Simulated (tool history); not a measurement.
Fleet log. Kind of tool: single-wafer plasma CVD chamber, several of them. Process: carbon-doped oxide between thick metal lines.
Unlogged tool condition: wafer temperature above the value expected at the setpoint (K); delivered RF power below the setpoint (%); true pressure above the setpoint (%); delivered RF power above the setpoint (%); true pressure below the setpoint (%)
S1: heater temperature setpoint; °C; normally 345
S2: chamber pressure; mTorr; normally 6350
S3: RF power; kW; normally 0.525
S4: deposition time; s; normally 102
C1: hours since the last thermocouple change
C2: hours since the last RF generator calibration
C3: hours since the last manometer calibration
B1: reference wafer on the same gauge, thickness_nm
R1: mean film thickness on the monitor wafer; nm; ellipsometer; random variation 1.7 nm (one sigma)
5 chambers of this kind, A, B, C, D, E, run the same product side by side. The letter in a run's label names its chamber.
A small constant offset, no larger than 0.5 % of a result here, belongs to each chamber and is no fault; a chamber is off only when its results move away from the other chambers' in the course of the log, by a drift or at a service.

run,hour,S1,S2,S3,S4,C1,C2,C3,B1,R1
1E,11.5,345,6350,0.525,102,811.7,233.3,442.9,651.26,553.21
2A,23.7,345,6350,0.525,102,1416.2,1236.6,683.6,651.35,555.11
3D,32.6,345,6350,0.525,102,2545,354.8,222.7,650.62,557.4
4B,45.6,345,6350,0.525,102,275.7,1257.1,1579.4,651.37,555.25
5C,54.9,345,6350,0.525,102,202.6,581.7,1369.2,651.2,556.88
6C,66.5,345,6350,0.525,102,214.2,593.3,1380.8,651.18,556.2
7E,73.6,345,6350,0.525,102,873.8,295.4,505,650.92,550.37
8B,82.3,345,6350,0.525,102,312.4,1293.8,1616.1,651.06,555.99
9A,94.2,345,6350,0.525,102,1486.7,1307.1,754.1,651.2,553.69
10D,106.3,345,6350,0.525,102,2618.7,428.5,296.4,651.13,557.75
11C,115.1,345,6350,0.525,102,262.8,641.9,1429.4,650.47,556.51
# hour 119.8: chamber A: RF generator calibrated
12B,128.3,345,6350,0.525,102,358.4,1339.8,1662.1,651.31,553.68
13D,140.5,345,6350,0.525,102,2652.9,462.7,330.6,650.85,554.73
14A,148.5,345,6350,0.6,102,1541,28.8,808.4,651.19,602.1
15E,157.7,345,6350,0.6,102,957.9,379.5,589.1,650.9,597.83
16D,164.5,345,6350,0.6,102,2676.9,486.7,354.6,651.03,600.56
17B,172.5,345,6350,0.6,102,402.6,1384,1706.3,650.83,600.42
18A,185.8,345,6350,0.6,102,1578.3,66.1,845.7,651.02,602.62
19C,197.9,345,6350,0.525,102,345.6,724.7,1512.2,651.08,559.69
20E,206.3,345,6350,0.525,102,1006.5,428.1,637.7,651.53,552.69
21A,216.8,345,6350,0.525,102,1609.3,97.1,876.7,651.23,557.3
22C,229.4,345,6350,0.525,102,377.1,756.2,1543.7,651.52,558.04
23D,235.7,345,6350,0.525,102,2748.1,557.9,425.8,650.71,553.01
24B,247.2,345,6350,0.525,102,477.3,1458.7,1781,650.31,559.56
25E,259.4,345,6350,0.525,102,1059.6,481.2,690.8,650.8,554.8
26B,266,345,6350,0.525,102,496.1,1477.5,1799.8,651.26,556.66
27C,277.9,345,6350,0.525,102,425.6,804.7,1592.2,650.9,554.94
28D,288.6,345,6350,0.525,102,2801,610.8,478.7,651.02,554.83
# hour 295.2: chamber D: thermocouple changed; heater temperature recalibrated
29E,295.3,345,6350,0.525,102,1095.5,517.1,726.7,651.27,550.72
30A,306.5,345,6350,0.525,102,1699,186.8,966.4,651,557.24
31E,317.1,345,6350,0.525,86,1117.3,538.9,748.5,651.36,466.18
32A,325.8,345,6350,0.525,86,1718.3,206.1,985.7,650.53,469.71
33C,333,345,6350,0.525,86,480.7,859.8,1647.3,650.81,467.85
34D,341.7,345,6350,0.525,86,46.5,663.9,531.8,650.64,467.99
35B,354.3,345,6350,0.525,86,584.4,1565.8,1888.1,651.26,470.16
# hour 363.2: chamber C: capacitance manometer re-zeroed and calibrated
36A,364.2,345,6350,0.525,102,1756.7,244.5,1024.1,650.61,556.02
37D,376.4,345,6350,0.525,102,81.2,698.6,566.5,651.12,556.16
38B,387.6,345,6350,0.525,102,617.7,1599.1,1921.4,651.51,557.63
39E,394.7,345,6350,0.525,102,1194.9,616.5,826.1,651,554.2
40C,405.4,345,6350,0.525,102,553.1,932.2,42.2,651.25,553.15
41B,411.7,345,6350,0.525,102,641.8,1623.2,1945.5,651.05,555.27
42E,421.3,345,6350,0.525,102,1221.5,643.1,852.7,651.09,554.44

Is one chamber off against the others, does the gauge drift, or is nothing wrong? If a chamber is off, say which, and what the likeliest cause is.

No chamber stands off beyond its own small offset, and the gauge holds steady.
